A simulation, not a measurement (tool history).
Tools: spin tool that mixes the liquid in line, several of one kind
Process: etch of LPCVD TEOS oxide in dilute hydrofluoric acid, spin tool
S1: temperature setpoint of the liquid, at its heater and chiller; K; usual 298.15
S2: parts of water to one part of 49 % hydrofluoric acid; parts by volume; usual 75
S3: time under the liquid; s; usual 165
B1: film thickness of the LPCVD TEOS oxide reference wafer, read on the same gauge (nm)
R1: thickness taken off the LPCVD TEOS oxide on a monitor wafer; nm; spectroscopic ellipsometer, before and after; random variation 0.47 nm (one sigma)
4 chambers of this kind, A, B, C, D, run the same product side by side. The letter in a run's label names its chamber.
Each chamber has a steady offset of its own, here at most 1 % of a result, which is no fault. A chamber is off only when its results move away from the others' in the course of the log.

{"run": "1B", "hour": 9.1, "S1": 298.15, "S2": 75, "S3": 165, "B1": 30.002, "R1": 59.084}
{"run": "2C", "hour": 15.4, "S1": 298.15, "S2": 75, "S3": 165, "B1": 30.023, "R1": 58.442}
{"run": "3A", "hour": 20.1, "S1": 298.15, "S2": 75, "S3": 165, "B1": 30.003, "R1": 59.376}
{"run": "4D", "hour": 27.8, "S1": 298.15, "S2": 75, "S3": 165, "B1": 29.971, "R1": 60.152}
{"run": "5B", "hour": 32.9, "S1": 298.15, "S2": 75, "S3": 165, "B1": 30.009, "R1": 57.81}
{"run": "6D", "hour": 43.2, "S1": 298.15, "S2": 75, "S3": 165, "B1": 29.98, "R1": 59.821}
{"run": "7C", "hour": 51.8, "S1": 298.15, "S2": 75, "S3": 165, "B1": 30.03, "R1": 58.763}
{"run": "8A", "hour": 60.5, "S1": 298.15, "S2": 75, "S3": 165, "B1": 29.983, "R1": 59.871}
{"run": "9B", "hour": 70.4, "S1": 298.15, "S2": 75, "S3": 165, "B1": 30.01, "R1": 58.6}
{"run": "10C", "hour": 77.5, "S1": 298.15, "S2": 75, "S3": 165, "B1": 29.998, "R1": 59.082}
{"run": "11D", "hour": 87.8, "S1": 298.15, "S2": 75, "S3": 165, "B1": 29.993, "R1": 60.815}
{"run": "12A", "hour": 94.7, "S1": 298.15, "S2": 75, "S3": 165, "B1": 29.978, "R1": 59.142}
{"run": "13B", "hour": 100.4, "S1": 298.15, "S2": 75, "S3": 165, "B1": 30.009, "R1": 59.723}
{"run": "14C", "hour": 110.1, "S1": 298.15, "S2": 100, "S3": 75, "B1": 29.975, "R1": 19.646}
{"run": "15D", "hour": 115.6, "S1": 298.15, "S2": 100, "S3": 75, "B1": 30.005, "R1": 19.485}
{"run": "16A", "hour": 120.5, "S1": 298.15, "S2": 100, "S3": 75, "B1": 29.996, "R1": 19.607}
{"run": "17A", "hour": 127.9, "S1": 298.15, "S2": 100, "S3": 75, "B1": 29.987, "R1": 19.498}
{"hour": 132.0, "done": "chamber B: hydrofluoric acid flow meter replaced"}
{"run": "18D", "hour": 136.2, "S1": 298.15, "S2": 75, "S3": 165, "B1": 29.962, "R1": 60.033}
{"run": "19C", "hour": 145.2, "S1": 298.15, "S2": 75, "S3": 165, "B1": 30.001, "R1": 58.88}
{"run": "20B", "hour": 154.5, "S1": 298.15, "S2": 75, "S3": 165, "B1": 29.962, "R1": 58.645}
{"run": "21A", "hour": 163.1, "S1": 298.15, "S2": 75, "S3": 165, "B1": 30.016, "R1": 59.821}
{"run": "22D", "hour": 169.1, "S1": 298.15, "S2": 75, "S3": 165, "B1": 29.98, "R1": 59.534}
{"run": "23C", "hour": 178.6, "S1": 298.15, "S2": 75, "S3": 165, "B1": 30.002, "R1": 59.182}
{"run": "24B", "hour": 189.4, "S1": 298.15, "S2": 75, "S3": 165, "B1": 30.033, "R1": 59.033}
{"run": "25A", "hour": 194.2, "S1": 298.15, "S2": 75, "S3": 165, "B1": 29.958, "R1": 59.298}
{"hour": 201.5, "done": "chamber B: thermometer replaced"}
{"run": "26B", "hour": 202.6, "S1": 298.15, "S2": 75, "S3": 165, "B1": 30.039, "R1": 59.435}
{"run": "27D", "hour": 211.1, "S1": 298.15, "S2": 75, "S3": 165, "B1": 30.002, "R1": 59.047}
{"run": "28C", "hour": 221.4, "S1": 298.15, "S2": 55, "S3": 165, "B1": 30.016, "R1": 81.95}
{"run": "29D", "hour": 228.5, "S1": 298.15, "S2": 55, "S3": 165, "B1": 30.011, "R1": 84.351}
{"run": "30B", "hour": 235.8, "S1": 298.15, "S2": 55, "S3": 165, "B1": 29.989, "R1": 84.007}
{"run": "31A", "hour": 241.4, "S1": 298.15, "S2": 55, "S3": 165, "B1": 30.032, "R1": 81.607}
{"run": "32C", "hour": 250.7, "S1": 300.15, "S2": 75, "S3": 165, "B1": 30.02, "R1": 63.89}
{"run": "33B", "hour": 259.1, "S1": 300.15, "S2": 75, "S3": 165, "B1": 29.969, "R1": 64.651}
{"run": "34C", "hour": 264.7, "S1": 300.15, "S2": 75, "S3": 165, "B1": 30.007, "R1": 63.862}
{"run": "35A", "hour": 273.8, "S1": 300.15, "S2": 75, "S3": 165, "B1": 30.018, "R1": 64.883}
{"run": "36D", "hour": 283.6, "S1": 298.15, "S2": 75, "S3": 165, "B1": 30.002, "R1": 59.796}
{"run": "37B", "hour": 290.2, "S1": 298.15, "S2": 75, "S3": 165, "B1": 29.982, "R1": 59.007}
{"run": "38C", "hour": 296.2, "S1": 298.15, "S2": 75, "S3": 165, "B1": 29.974, "R1": 59.179}
{"run": "39D", "hour": 304.5, "S1": 298.15, "S2": 75, "S3": 165, "B1": 29.963, "R1": 59.019}
{"run": "40A", "hour": 311.2, "S1": 298.15, "S2": 75, "S3": 165, "B1": 30.004, "R1": 58.911}

Is one chamber off against the others, does the gauge drift, or is nothing wrong? If a chamber is off, say which, and what the likeliest cause is.

No chamber stands off beyond its own small offset, and the gauge holds steady.

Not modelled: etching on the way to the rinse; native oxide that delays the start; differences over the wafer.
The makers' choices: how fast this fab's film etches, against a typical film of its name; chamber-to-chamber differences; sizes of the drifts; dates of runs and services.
